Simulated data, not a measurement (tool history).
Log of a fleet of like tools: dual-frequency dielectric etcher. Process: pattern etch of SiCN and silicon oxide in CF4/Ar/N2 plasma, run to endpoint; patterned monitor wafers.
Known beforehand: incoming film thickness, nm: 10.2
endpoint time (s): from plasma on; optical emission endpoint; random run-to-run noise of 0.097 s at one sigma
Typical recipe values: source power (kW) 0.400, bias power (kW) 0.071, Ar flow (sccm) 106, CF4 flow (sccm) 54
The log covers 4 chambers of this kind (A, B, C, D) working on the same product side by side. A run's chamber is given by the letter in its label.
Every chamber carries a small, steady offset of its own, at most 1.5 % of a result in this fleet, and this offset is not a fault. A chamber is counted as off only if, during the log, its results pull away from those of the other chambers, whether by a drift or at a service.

run	day	source power (kW)	bias power (kW)	Ar flow (sccm)	CF4 flow (sccm)	endpoint time (s)
1A	0.171	0.400	0.071	106	54	14.094
2D	0.325	0.400	0.071	106	54	13.886
3C	0.425	0.400	0.071	106	54	13.923
4B	0.617	0.400	0.071	106	54	13.838
5A	0.767	0.400	0.071	106	54	14.103
6D	0.954	0.400	0.071	106	54	13.801
7B	1.104	0.400	0.071	106	54	13.958
8C	1.262	0.400	0.071	106	54	14.086
9A	1.396	0.440	0.071	106	54	12.998
10B	1.604	0.440	0.071	106	54	12.650
11C	1.792	0.440	0.071	106	54	12.872
12D	1.983	0.440	0.071	106	54	12.682
13C	2.183	0.400	0.071	106	54	13.789
14B	2.304	0.400	0.071	106	46	14.486
15D	2.454	0.400	0.071	106	46	14.341
16A	2.654	0.400	0.071	106	46	14.264
17C	2.788	0.400	0.071	106	46	14.102
18A	2.900	0.400	0.071	106	54	14.000
19B	3.017	0.400	0.071	106	54	13.978
20D	3.225	0.400	0.071	106	54	13.982
21C	3.371	0.400	0.071	106	54	13.725
22B	3.521	0.400	0.071	106	54	14.044
23A	3.704	0.440	0.084	106	54	12.118
24D	3.833	0.440	0.084	106	54	12.083
25A	3.946	0.440	0.084	106	54	12.125
26D	4.138	0.440	0.084	106	54	12.052

Predict what each chamber gives when all 4 of them run the settings below next.
27A	4.300	0.400	0.081	106	54	?
27B	4.300	0.400	0.081	106	54	?
27C	4.300	0.400	0.081	106	54	?
27D	4.300	0.400	0.081	106	54	?

run	endpoint time (s)
27A	13.604
27B	13.548
27C	13.190
27D	13.389
